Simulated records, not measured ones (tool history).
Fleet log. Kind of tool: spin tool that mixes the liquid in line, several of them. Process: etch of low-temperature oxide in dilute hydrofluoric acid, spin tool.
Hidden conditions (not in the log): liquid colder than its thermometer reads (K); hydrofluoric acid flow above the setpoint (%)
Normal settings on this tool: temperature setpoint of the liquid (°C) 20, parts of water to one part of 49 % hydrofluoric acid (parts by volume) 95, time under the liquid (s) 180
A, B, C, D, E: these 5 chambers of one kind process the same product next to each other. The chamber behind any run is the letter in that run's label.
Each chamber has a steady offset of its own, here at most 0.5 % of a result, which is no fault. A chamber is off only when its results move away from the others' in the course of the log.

run	day	temperature setpoint of the liquid (°C)	parts of water to one part of 49 % hydrofluoric acid (parts by volume)	time under the liquid (s)	hours since the thermometer was replaced	hours since the hydrofluoric acid flow meter was replaced	read-back film thickness of the low-temperature oxide reference wafer, read on the same gauge (nm)	thickness taken off the low-temperature oxide on a monitor wafer (Å)
1A	0.412	20	95	180	377.4	987.6	39.997	246.71
2D	0.954	20	95	180	435.4	412.5	40.021	242.54
3C	1.488	20	95	180	569.8	790.5	39.985	247.48
4B	1.979	20	95	180	219.6	1771.1	39.989	244.05
5E	2.225	20	95	180	1324.7	496.9	40.005	245.20
6B	2.533	20	45	95	232.9	1784.4	40.002	288.78
7C	2.975	20	45	95	605.5	826.2	40.019	288.40
8E	3.262	20	45	95	1349.6	521.8	39.993	284.34
9A	3.638	20	45	95	454.8	1065.0	40.017	285.28
# day 3.875: chamber E: thermometer replaced
10D	4.083	20	45	95	510.5	487.6	39.987	284.16
11A	4.367	20	95	180	472.3	1082.5	40.029	244.35
12E	4.625	20	95	180	18.1	554.5	39.996	243.75
13D	4.971	20	95	180	531.8	508.9	39.994	244.94
14B	5.325	20	95	180	299.9	1851.4	40.005	244.33
15C	5.583	20	95	180	668.1	888.8	40.026	247.50
16D	5.883	20	95	180	553.7	530.8	39.995	243.62
17C	6.258	23	95	180	684.3	905.0	39.996	279.22
18E	6.721	23	95	180	68.4	604.8	39.996	277.51
19B	7.162	23	95	180	344.0	1895.5	39.969	277.10
20A	7.588	23	95	180	549.6	1159.8	39.987	268.22
21E	7.938	23	95	180	97.6	634.0	40.007	276.30
22B	8.183	20	95	180	368.5	1920.0	40.000	244.62
23C	8.500	20	95	180	738.1	958.8	40.033	245.63
24A	9.038	20	95	180	584.4	1194.6	40.021	233.58
25D	9.358	20	95	180	637.1	614.2	39.994	241.63
26C	9.642	20	95	180	765.5	986.2	40.007	244.23
27B	10.042	20	95	180	413.1	1964.6	40.013	247.34
28D	10.333	20	95	180	660.5	637.6	40.000	242.34
29E	10.650	20	95	180	162.7	699.1	39.982	245.32
30A	10.904	20	95	180	629.2	1239.4	40.002	231.75
31C	11.142	22	95	110	801.5	1022.2	39.997	165.83
32E	11.500	22	95	110	183.1	719.5	39.992	163.72

Which is it: a chamber that has drifted or been left off by a service, a gauge drift common to all chambers, or only each chamber's usual small offset? If a chamber is off, name it and its likeliest cause.

Little by little, chamber A moves away from the other chambers.
Likeliest cause: liquid colder than its thermometer reads (K) = 1.88.
The log may not tell that from: hydrofluoric acid flow below the setpoint (%).

Below are 4 candidate recipes for chamber A's next run, each the usual settings with a change, their results shown as question marks. Which of them brings A's results back in line with what the other chambers give on the usual settings?
In-line tolerance around the mean of the other chambers on the usual settings: thickness taken off the low-temperature oxide on a monitor wafer (Å) 4.70
33A-1	11.892	20.0	95	195				?
33A-2	11.892	20.5	95	205				?
33A-3	11.892	20.0	100	175				?
33A-4	11.892	20.0	95	155				?

On the usual settings, the other chambers give on average: thickness taken off the low-temperature oxide on a monitor wafer (Å) 245.48
run	thickness taken off the low-temperature oxide on a monitor wafer (Å)
33A-1	246.22
33A-2	264.31
33A-3	208.98
33A-4	195.71
The right change is 33A-1: it brings the chamber back within the allowed miss of the others.
